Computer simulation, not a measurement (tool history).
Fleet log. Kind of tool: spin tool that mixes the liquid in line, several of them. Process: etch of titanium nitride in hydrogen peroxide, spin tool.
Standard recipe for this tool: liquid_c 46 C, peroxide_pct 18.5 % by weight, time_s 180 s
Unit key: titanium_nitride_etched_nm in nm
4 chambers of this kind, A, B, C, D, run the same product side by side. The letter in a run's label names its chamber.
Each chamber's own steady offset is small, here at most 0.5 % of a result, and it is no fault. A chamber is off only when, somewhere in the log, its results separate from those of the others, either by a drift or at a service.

run,hour,liquid_c,peroxide_pct,time_s,hours since the thermometer was replaced,hours since the peroxide flow meter was replaced,hours since the heated supply line was repaired,hours since the drum of peroxide was connected,"read-back film thickness of the titanium nitride reference wafer, read on the same gauge (nm)",titanium_nitride_etched_nm
1B,6.2,46,18.5,180,1235.1,617.9,678.3,411.9,119.97,5.1757
2A,16.2,46,18.5,180,1168.0,1749.7,289.5,437.3,120.02,5.1018
3D,22.6,46,18.5,180,59.3,1099.6,346.0,239.4,119.96,5.1469
4C,31.1,46,18.5,180,296.6,293.0,999.5,477.4,120.01,5.0926
5C,41.3,46,18.5,180,306.8,303.2,1009.7,487.6,119.99,5.1747
6D,47.4,46,22.5,250,84.1,1124.4,370.8,264.2,120.01,7.4223
7B,54.2,46,22.5,250,1283.1,665.9,726.3,459.9,120.01,7.4853
8A,60.9,46,22.5,250,1212.7,1794.4,334.2,482.0,120.03,7.3616
9D,66.8,46,22.5,250,103.5,1143.8,390.2,283.6,120.01,7.4427
10C,76.3,46,18.5,180,341.8,338.2,1044.7,522.6,120.00,5.1328
11A,82.1,46,18.5,180,1233.9,1815.6,355.4,503.2,120.02,5.1269
12B,86.8,46,18.5,180,1315.7,698.5,758.9,492.5,119.98,5.1496
13B,96.9,46,18.5,180,1325.8,708.6,769.0,502.6,119.99,5.1691
14C,104.8,46,18.5,180,370.3,366.7,1073.2,551.1,119.98,5.1519
15A,110.6,46,18.5,180,1262.4,1844.1,383.9,531.7,119.97,5.0649
16D,118.2,46,18.5,180,154.9,1195.2,441.6,335.0,120.02,5.1229
# hour 124.1: chamber D: peroxide flow meter replaced
17B,126.7,46,18.5,180,1355.6,738.4,798.8,532.4,120.01,5.1601
18D,137.1,46,18.5,180,173.8,13.0,460.5,353.9,120.01,5.1772
19A,142.8,46,18.5,180,1294.6,1876.3,416.1,563.9,120.02,5.1028
20C,150.2,46,18.5,180,415.7,412.1,1118.6,596.5,119.98,5.1057
21A,158.7,46,18.5,180,1310.5,1892.2,432.0,579.8,119.99,5.0436
# hour 162.0: chamber B: thermometer replaced
22D,167.7,46,18.5,180,204.4,43.6,491.1,384.5,119.99,5.1174
23B,176.1,46,18.5,180,14.2,787.8,848.2,581.8,120.00,5.1512
# hour 182.7: chamber B: peroxide flow meter replaced
24C,186.4,46,18.5,180,451.9,448.3,1154.8,632.7,120.01,5.1351
25D,192.1,46,18.5,180,228.8,68.0,515.5,408.9,119.99,5.1938
# hour 200.7: chamber A: thermometer replaced
26A,202.2,46,18.5,180,1.5,1935.7,475.5,623.3,120.00,5.1093
27B,212.4,46,18.5,180,50.5,29.7,884.5,618.1,120.00,5.1540
28C,222.3,46,18.5,180,487.8,484.2,1190.7,668.6,120.02,5.1026
29A,227.5,46,18.5,180,26.8,1961.0,500.8,648.6,120.01,5.0846
30B,237.8,46,18.5,180,75.9,55.1,909.9,643.5,120.03,5.1678
31D,243.7,46,18.5,180,280.4,119.6,567.1,460.5,120.00,5.1367
32C,251.0,46,18.5,180,516.5,512.9,1219.4,697.3,119.99,5.1260
33D,258.0,46,18.5,140,294.7,133.9,581.4,474.8,120.01,4.0407
34A,264.2,46,18.5,140,63.5,1997.7,537.5,685.3,120.01,3.9400
35C,271.1,46,18.5,140,536.6,533.0,1239.5,717.4,120.02,3.9792
36B,277.2,46,18.5,140,115.3,94.5,949.3,682.9,119.99,4.0062
37A,286.5,46,18.5,180,85.8,2020.0,559.8,707.6,120.02,5.1005
# hour 294.2: chamber A: new drum of peroxide connected
38B,295.7,46,18.5,180,133.8,113.0,967.8,701.4,120.01,5.1468
39D,301.6,46,18.5,180,338.3,177.5,625.0,518.4,120.01,5.1168
40C,309.3,46,18.5,180,574.8,571.2,1277.7,755.6,120.00,5.1218
41C,317.5,46,18.5,180,583.0,579.4,1285.9,763.8,120.02,5.1039
42A,322.7,46,18.5,180,122.0,2056.2,596.0,28.6,119.99,5.1171
43D,329.8,46,18.5,180,366.5,205.7,653.2,546.6,119.98,5.1565

For the next run the whole fleet of 4 chambers uses the same settings. Give each chamber's results:
44A,337.3,46,18.5,180,,,,,,?
44B,337.3,46,18.5,180,,,,,,?
44C,337.3,46,18.5,180,,,,,,?
44D,337.3,46,18.5,180,,,,,,?

run,titanium_nitride_etched_nm
44A,5.1121
44B,5.1596
44C,5.1070
44D,5.1680
